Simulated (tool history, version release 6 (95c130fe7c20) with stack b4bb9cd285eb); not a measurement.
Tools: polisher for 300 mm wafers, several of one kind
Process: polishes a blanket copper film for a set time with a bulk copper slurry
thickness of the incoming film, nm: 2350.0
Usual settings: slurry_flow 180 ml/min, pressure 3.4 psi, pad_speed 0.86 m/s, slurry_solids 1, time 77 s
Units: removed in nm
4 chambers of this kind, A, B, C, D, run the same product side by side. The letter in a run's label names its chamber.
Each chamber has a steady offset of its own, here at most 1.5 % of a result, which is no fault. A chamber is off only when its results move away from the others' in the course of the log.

run,day,slurry_flow,pressure,pad_speed,slurry_solids,time,wafers polished on this pad,hours since the slurry nozzle was cleaned,hours since the head pressure was calibrated,hours since the slurry blender was calibrated,removed
1C,0.396,180,3.4,0.86,1,77,425,135.1,248.6,180.9,807.04
2D,0.717,180,3.4,0.86,1,77,942,64.0,298.1,39.0,805.27
3A,1.167,180,3.4,0.86,1,77,753,435.8,986.9,142.5,810.57
4B,1.471,180,3.4,0.86,1,77,429,676.3,945.8,312.9,813.02
# day 1.546: chamber D: worn pad replaced by a new one
# day 1.608: chamber A: head pressure recalibrated
5C,1.721,180,3.4,0.86,1,77,675,166.9,280.4,212.7,796.04
6B,2.025,180,3.4,0.86,1,77,533,689.6,959.1,326.2,806.39
7A,2.438,180,3.4,0.86,1,77,993,466.3,19.9,173.0,817.12
8D,2.971,180,3.4,0.86,1,77,269,118.1,352.2,93.1,813.11
9A,3.462,120,3.4,0.86,1,77,1186,490.9,44.5,197.6,753.67
# day 3.508: chamber A: worn pad replaced by a new one
10C,3.758,120,3.4,0.86,1,77,1060,215.8,329.3,261.6,733.07
11D,4.250,120,3.4,0.86,1,77,511,148.8,382.9,123.8,757.47
# day 4.671: chamber A: slurry blender recalibrated
12B,4.729,120,3.4,0.86,1,77,1044,754.5,1024.0,391.1,752.30
# day 4.750: chamber B: worn pad replaced by a new one
13B,5.046,180,3.4,0.86,1,77,56,762.1,1031.6,398.7,812.53
14C,5.333,180,3.4,0.86,1,77,1357,253.6,367.1,299.4,795.98
# day 5.492: chamber B: slurry nozzle cleaned
15D,5.575,180,3.4,0.86,1,77,761,180.6,414.7,155.6,808.29
16A,6.012,180,3.4,0.86,1,77,473,552.1,105.7,32.3,812.77
17B,6.550,180,3.4,0.86,1,77,340,25.4,1067.7,434.8,805.99
18A,7.050,180,3.4,0.86,1,77,669,577.0,130.6,57.2,814.13
19D,7.475,180,3.4,0.86,1,77,1120,226.2,460.3,201.2,806.18
# day 7.688: chamber B: head pressure recalibrated
# day 7.821: chamber D: worn pad replaced by a new one
# day 7.821: chamber B: slurry blender recalibrated
20C,7.833,180,3.4,0.86,1,77,1829,313.6,427.1,359.4,751.41
21D,8.096,180,3.4,0.86,1,77,52,241.1,475.2,216.1,814.43
22A,8.346,180,3.4,0.86,1,77,913,608.1,161.7,88.3,825.87
23C,8.812,180,3.4,0.86,1,77,2014,337.1,450.6,382.9,748.38
24B,9.100,180,3.4,0.86,1,77,821,86.6,34.0,30.8,820.21

Next, every chamber runs the same settings. What will each give?
25A,9.488,180,3.4,0.86,1,77,,,,,?
25B,9.488,180,3.4,0.86,1,77,,,,,?
25C,9.488,180,3.4,0.86,1,77,,,,,?
25D,9.488,180,3.4,0.86,1,77,,,,,?

run,removed
25A,815.96
25B,816.91
25C,743.93
25D,805.00
